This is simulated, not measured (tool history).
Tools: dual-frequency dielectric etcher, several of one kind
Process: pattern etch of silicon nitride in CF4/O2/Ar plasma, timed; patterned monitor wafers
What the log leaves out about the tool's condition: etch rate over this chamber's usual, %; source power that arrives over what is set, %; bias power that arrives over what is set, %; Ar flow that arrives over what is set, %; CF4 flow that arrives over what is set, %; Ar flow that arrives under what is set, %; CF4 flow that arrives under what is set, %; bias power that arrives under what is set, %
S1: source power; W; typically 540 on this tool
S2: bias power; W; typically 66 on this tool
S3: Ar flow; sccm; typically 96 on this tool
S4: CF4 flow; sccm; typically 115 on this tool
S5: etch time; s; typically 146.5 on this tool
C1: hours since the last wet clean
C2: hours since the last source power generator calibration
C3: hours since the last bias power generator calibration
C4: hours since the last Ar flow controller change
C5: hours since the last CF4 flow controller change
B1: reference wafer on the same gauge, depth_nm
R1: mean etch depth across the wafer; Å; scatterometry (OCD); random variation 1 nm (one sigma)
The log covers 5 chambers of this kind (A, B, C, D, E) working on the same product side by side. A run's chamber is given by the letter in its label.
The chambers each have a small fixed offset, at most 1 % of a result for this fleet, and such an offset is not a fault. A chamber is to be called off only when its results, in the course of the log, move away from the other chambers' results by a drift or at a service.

run,hour,S1,S2,S3,S4,S5,C1,C2,C3,C4,C5,B1,R1
1C,7.1,540,66,96,115,146.5,85.4,914.4,1913.1,1725.5,984.3,370.90,3378.5
# hour 16.4: chamber B: wet clean of the chamber
2D,16.8,540,66,96,115,146.5,241.6,935.4,2926.2,4544.5,2017.6,371.06,3388.2
3B,26.5,540,66,96,115,146.5,10.1,2135.6,438.4,2707.5,1325.4,370.96,3380.6
4E,33.1,540,66,96,115,146.5,298.1,2081.3,1763.8,1493.0,2868.0,371.17,3388.4
5A,44.9,540,66,96,115,146.5,136.3,2163.5,737.3,84.5,2592.4,370.98,3337.3
6E,54.0,540,66,96,115,146.5,319.0,2102.2,1784.7,1513.9,2888.9,370.95,3364.6
7B,60.9,540,66,96,115,146.5,44.5,2170.0,472.8,2741.9,1359.8,370.84,3383.3
8A,72.1,540,66,96,115,146.5,163.5,2190.7,764.5,111.7,2619.6,371.03,3354.7
9C,83.5,540,66,96,115,146.5,161.8,990.8,1989.5,1801.9,1060.7,370.79,3377.4
10D,94.5,540,66,96,115,146.5,319.3,1013.1,3003.9,4622.2,2095.3,371.08,3409.7
11B,102.4,540,66,85,134,146.5,86.0,2211.5,514.3,2783.4,1401.3,371.11,3489.8
12E,108.8,540,66,85,134,146.5,373.8,2157.0,1839.5,1568.7,2943.7,371.00,3474.6
13D,120.7,540,66,85,134,146.5,345.5,1039.3,3030.1,4648.4,2121.5,371.00,3492.2
14A,132.2,540,66,85,134,146.5,223.6,2250.8,824.6,171.8,2679.7,370.94,3447.0
15C,144.1,540,66,85,134,146.5,222.4,1051.4,2050.1,1862.5,1121.3,371.19,3466.7
16A,150.6,540,66,96,115,146.5,242.0,2269.2,843.0,190.2,2698.1,370.84,3369.7
17C,161.1,440,66,105,115,146.5,239.4,1068.4,2067.1,1879.5,1138.3,370.85,2784.2
# hour 167.1: chamber E: wet clean of the chamber
18B,170.4,440,66,105,115,146.5,154.0,2279.5,582.3,2851.4,1469.3,371.08,2856.3
19D,177.5,440,66,105,115,146.5,402.3,1096.1,3086.9,4705.2,2178.3,370.77,2805.2
20E,186.3,440,66,105,115,146.5,19.3,2234.5,1917.0,1646.2,3021.2,371.00,2781.9
21B,194.5,440,66,105,115,146.5,178.1,2303.6,606.4,2875.5,1493.4,370.75,2847.6
22A,202.6,540,66,96,115,146.5,294.0,2321.2,895.0,242.2,2750.1,370.97,3368.7
23C,208.7,540,66,96,115,146.5,287.0,1116.0,2114.7,1927.1,1185.9,371.31,3375.9
24E,214.7,540,66,96,115,146.5,47.7,2262.9,1945.4,1674.6,3049.6,371.14,3359.5
25D,225.7,540,66,96,115,146.5,450.5,1144.3,3135.1,4753.4,2226.5,370.70,3407.2
26C,234.2,540,66,88,93,146.5,312.5,1141.5,2140.2,1952.6,1211.4,370.84,3325.7
# hour 236.4: chamber E: bias power generator calibrated
# hour 241.6: chamber A: wet clean of the chamber
27D,242.6,540,66,88,93,146.5,467.4,1161.2,3152.0,4770.3,2243.4,371.05,3335.8
28B,252.7,540,66,88,93,146.5,236.3,2361.8,664.6,2933.7,1551.6,371.00,3434.2
29A,263.6,540,66,88,93,146.5,22.0,2382.2,956.0,303.2,2811.1,370.84,3307.4
30E,269.7,540,66,88,93,146.5,102.7,2317.9,33.3,1729.6,3104.6,371.13,3313.6
31D,281.4,540,66,96,115,146.5,506.2,1200.0,3190.8,4809.1,2282.2,370.84,3390.3
32E,291.6,540,66,96,115,146.5,124.6,2339.8,55.2,1751.5,3126.5,370.98,3375.2
33C,302.3,540,66,96,115,146.5,380.6,1209.6,2208.3,2020.7,1279.5,371.10,3389.5
34B,313.0,540,66,96,115,146.5,296.6,2422.1,724.9,2994.0,1611.9,371.21,3517.0
# hour 320.8: chamber E: CF4 flow controller replaced
35A,321.1,540,66,96,115,146.5,79.5,2439.7,1013.5,360.7,2868.6,370.97,3360.2
36E,331.0,540,66,96,115,146.5,164.0,2379.2,94.6,1790.9,10.3,370.73,3364.0
37C,338.0,540,66,96,115,146.5,416.3,1245.3,2244.0,2056.4,1315.2,371.05,3372.3

The same settings go to every chamber for the next run, one line per chamber below. Forecast the results for each:
38A,346.6,540,66,96,115,146.5,,,,,,,?
38B,346.6,540,66,96,115,146.5,,,,,,,?
38C,346.6,540,66,96,115,146.5,,,,,,,?
38D,346.6,540,66,96,115,146.5,,,,,,,?
38E,346.6,540,66,96,115,146.5,,,,,,,?

run,R1
38A,3359.4
38B,3517.8
38C,3384.9
38D,3391.0
38E,3369.0
